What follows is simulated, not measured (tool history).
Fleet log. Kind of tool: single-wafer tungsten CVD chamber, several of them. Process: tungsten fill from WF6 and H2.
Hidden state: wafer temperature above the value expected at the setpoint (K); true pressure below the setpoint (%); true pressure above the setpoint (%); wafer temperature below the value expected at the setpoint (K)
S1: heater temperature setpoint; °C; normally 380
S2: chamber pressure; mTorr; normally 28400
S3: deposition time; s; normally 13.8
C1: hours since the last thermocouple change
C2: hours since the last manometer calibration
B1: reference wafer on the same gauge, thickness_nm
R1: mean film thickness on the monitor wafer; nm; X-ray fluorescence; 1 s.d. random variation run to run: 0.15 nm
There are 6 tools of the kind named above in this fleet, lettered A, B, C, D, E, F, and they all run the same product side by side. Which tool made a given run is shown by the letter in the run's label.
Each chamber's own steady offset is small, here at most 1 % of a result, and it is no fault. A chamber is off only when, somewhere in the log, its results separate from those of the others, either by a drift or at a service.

Run 1E, hour 5.9: usual settings; C1 951.4; C2 1560.7; B1 24.763. Result: R1 26.639 nm.
Run 2B, hour 14.9: usual settings; C1 2086.8; C2 258.6; B1 24.784. Result: R1 26.621 nm.
Run 3D, hour 26.0: usual settings; C1 1834.8; C2 2414.9; B1 24.805. Result: R1 26.374 nm.
Run 4C, hour 33.0: usual settings; C1 2460.9; C2 2031.3; B1 24.817. Result: R1 26.410 nm.
Run 5A, hour 40.4: usual settings but S1 385 °C, S2 25600 mTorr; C1 1454.6; C2 991.4; B1 24.805. Result: R1 28.208 nm.
Run 6F, hour 49.2: usual settings but S1 385 °C, S2 25600 mTorr; C1 438.7; C2 234.5; B1 24.814. Result: R1 27.223 nm.
Run 7A, hour 54.9: usual settings but S1 385 °C, S2 25600 mTorr; C1 1469.1; C2 1005.9; B1 24.801. Result: R1 28.045 nm.
At hour 55.7: chamber D: capacitance manometer re-zeroed and calibrated.
Run 8C, hour 61.7: usual settings but S1 385 °C, S2 25600 mTorr; C1 2489.6; C2 2060.0; B1 24.810. Result: R1 27.960 nm.
Run 9D, hour 69.7: usual settings but S1 385 °C, S2 25600 mTorr; C1 1878.5; C2 14.1; B1 24.806. Result: R1 27.965 nm.
Run 10E, hour 74.7: usual settings but S1 385 °C, S2 25600 mTorr; C1 1020.2; C2 1629.5; B1 24.832. Result: R1 27.940 nm.
Run 11F, hour 80.9: usual settings; C1 470.4; C2 266.2; B1 24.775. Result: R1 26.268 nm.
Run 12B, hour 87.2: usual settings; C1 2159.1; C2 330.9; B1 24.836. Result: R1 26.650 nm.
Run 13C, hour 93.8: usual settings; C1 2521.7; C2 2092.1; B1 24.788. Result: R1 26.317 nm.
At hour 96.6: chamber E: capacitance manometer re-zeroed and calibrated.
Run 14B, hour 100.1: usual settings; C1 2172.0; C2 343.8; B1 24.781. Result: R1 26.754 nm.
Run 15E, hour 105.1: usual settings; C1 1050.6; C2 8.6; B1 24.783. Result: R1 26.366 nm.
Run 16F, hour 113.2: usual settings but S3 12.3 s; C1 502.7; C2 298.5; B1 24.836. Result: R1 23.098 nm.
Run 17D, hour 119.9: usual settings but S3 12.3 s; C1 1928.7; C2 64.3; B1 24.743. Result: R1 23.583 nm.
Run 18A, hour 131.0: usual settings but S3 12.3 s; C1 1545.2; C2 1082.0; B1 24.823. Result: R1 23.677 nm.
Run 19F, hour 136.9: usual settings but S3 12.3 s; C1 526.4; C2 322.2; B1 24.782. Result: R1 23.539 nm.
Run 20A, hour 146.4: usual settings but S3 12.3 s; C1 1560.6; C2 1097.4; B1 24.790. Result: R1 23.936 nm.
Run 21E, hour 152.7: usual settings but S3 12.3 s; C1 1098.2; C2 56.2; B1 24.799. Result: R1 23.741 nm.
Run 22D, hour 163.2: usual settings; C1 1972.0; C2 107.6; B1 24.816. Result: R1 26.404 nm.
Run 23B, hour 169.1: usual settings; C1 2241.0; C2 412.8; B1 24.805. Result: R1 26.800 nm.
Run 24C, hour 175.6: usual settings; C1 2603.5; C2 2173.9; B1 24.836. Result: R1 26.580 nm.
At hour 178.9: chamber D: thermocouple changed; heater temperature recalibrated.
Run 25F, hour 185.0: usual settings; C1 574.5; C2 370.3; B1 24.790. Result: R1 26.109 nm.
Run 26A, hour 192.7: usual settings; C1 1606.9; C2 1143.7; B1 24.803. Result: R1 26.632 nm.
Run 27B, hour 198.5: usual settings; C1 2270.4; C2 442.2; B1 24.821. Result: R1 26.595 nm.
Run 28D, hour 206.8: usual settings; C1 27.9; C2 151.2; B1 24.778. Result: R1 28.461 nm.
Run 29C, hour 214.9: usual settings; C1 2642.8; C2 2213.2; B1 24.747. Result: R1 26.380 nm.
Run 30E, hour 223.5: usual settings; C1 1169.0; C2 127.0; B1 24.821. Result: R1 26.825 nm.
Run 31B, hour 234.5: usual settings; C1 2306.4; C2 478.2; B1 24.792. Result: R1 26.502 nm.
Run 32D, hour 244.2: usual settings; C1 65.3; C2 188.6; B1 24.804. Result: R1 28.177 nm.
Run 33C, hour 253.4: usual settings but S1 366 °C, S3 14.8 s; C1 2681.3; C2 2251.7; B1 24.799. Result: R1 21.307 nm.
Run 34E, hour 259.4: usual settings but S1 366 °C, S3 14.8 s; C1 1204.9; C2 162.9; B1 24.820. Result: R1 21.368 nm.
Run 35A, hour 269.0: usual settings but S1 366 °C, S3 14.8 s; C1 1683.2; C2 1220.0; B1 24.808. Result: R1 21.396 nm.
At hour 273.5: chamber B: thermocouple changed; heater temperature recalibrated.
Run 36F, hour 275.8: usual settings but S1 366 °C, S3 14.8 s; C1 665.3; C2 461.1; B1 24.820. Result: R1 20.925 nm.
Run 37C, hour 283.4: usual settings but S1 366 °C, S3 14.8 s; C1 2711.3; C2 2281.7; B1 24.807. Result: R1 21.236 nm.
Run 38E, hour 290.4: usual settings but S1 366 °C, S3 14.8 s; C1 1235.9; C2 193.9; B1 24.798. Result: R1 21.407 nm.
Run 39F, hour 295.7: usual settings; C1 685.2; C2 481.0; B1 24.823. Result: R1 26.040 nm.
Run 40B, hour 302.2: usual settings but S1 395 °C, S3 12.1 s; C1 28.8; C2 545.9; B1 24.807. Result: R1 31.365 nm.

For the next run the whole fleet of 6 chambers uses the same settings. Give each chamber's results:
Run 41A, hour 310.3: usual settings. Result: R1 ?.
Run 41B, hour 310.3: usual settings. Result: R1 ?.
Run 41C, hour 310.3: usual settings. Result: R1 ?.
Run 41D, hour 310.3: usual settings. Result: R1 ?.
Run 41E, hour 310.3: usual settings. Result: R1 ?.
Run 41F, hour 310.3: usual settings. Result: R1 ?.

run      R1
41A  26.652
41B  26.366
41C  26.394
41D  28.303
41E  26.420
41F  26.276

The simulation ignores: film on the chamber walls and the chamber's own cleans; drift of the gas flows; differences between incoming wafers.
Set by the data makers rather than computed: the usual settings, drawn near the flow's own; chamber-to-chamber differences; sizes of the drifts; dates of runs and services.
